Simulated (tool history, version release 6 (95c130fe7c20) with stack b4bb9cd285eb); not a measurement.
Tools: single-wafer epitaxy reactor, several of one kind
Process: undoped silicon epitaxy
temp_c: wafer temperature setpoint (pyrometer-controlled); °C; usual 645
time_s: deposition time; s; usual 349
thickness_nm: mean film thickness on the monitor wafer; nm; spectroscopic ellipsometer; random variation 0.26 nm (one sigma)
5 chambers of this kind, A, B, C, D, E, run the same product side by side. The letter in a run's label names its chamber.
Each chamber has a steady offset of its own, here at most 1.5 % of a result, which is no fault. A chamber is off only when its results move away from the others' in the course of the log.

run,hour,temp_c,time_s,"read-back reference wafer on the same gauge, thickness_nm",thickness_nm
1D,5.9,645,349,59.413,51.962
2E,13.8,645,349,59.413,51.785
# hour 16.1: chamber E: pyrometer calibrated
3C,18.2,645,349,59.439,52.888
4A,21.8,645,349,59.400,52.229
5B,29.7,645,349,59.477,52.526
6C,33.5,645,349,59.462,52.495
7D,40.8,645,349,59.436,52.496
8E,45.2,645,349,59.427,51.598
9A,51.4,645,349,59.365,52.465
10B,55.4,645,349,59.315,53.113
11C,59.1,645,349,59.463,52.840
12E,64.7,645,349,59.365,51.858
13D,71.6,645,349,59.330,52.656
14A,78.5,645,349,59.422,52.132
15B,83.3,645,349,59.322,52.749
16D,91.0,645,408,59.434,60.958
# hour 92.5: chamber D: pyrometer calibrated
17E,97.8,645,408,59.441,60.717
18A,101.4,645,408,59.356,60.772
19B,106.1,645,408,59.460,61.506
20C,112.1,645,408,59.394,61.838
21A,119.3,645,349,59.376,51.891
22D,127.1,645,349,59.408,52.076
# hour 130.0: chamber B: pyrometer calibrated
23B,131.6,645,349,59.457,50.337
24C,136.3,645,349,59.351,52.977
25E,141.1,645,349,59.340,51.597
26E,149.4,645,380,59.427,55.994
27C,156.5,645,380,59.438,58.287
28D,160.8,645,380,59.322,56.621
29B,166.9,645,380,59.437,54.274
30A,172.5,645,380,59.420,56.806
31D,179.3,645,349,59.360,52.153
32C,186.8,645,349,59.395,52.595
33E,194.9,645,349,59.442,51.728
34B,202.2,645,349,59.336,50.238
35A,208.6,645,349,59.356,51.989

All 5 chambers run these settings next. Forecast each chamber's results:
36A,214.6,658,349,,?
36B,214.6,658,349,,?
36C,214.6,658,349,,?
36D,214.6,658,349,,?
36E,214.6,658,349,,?

run,thickness_nm
36A,69.414
36B,66.200
36C,70.033
36D,68.930
36E,68.329

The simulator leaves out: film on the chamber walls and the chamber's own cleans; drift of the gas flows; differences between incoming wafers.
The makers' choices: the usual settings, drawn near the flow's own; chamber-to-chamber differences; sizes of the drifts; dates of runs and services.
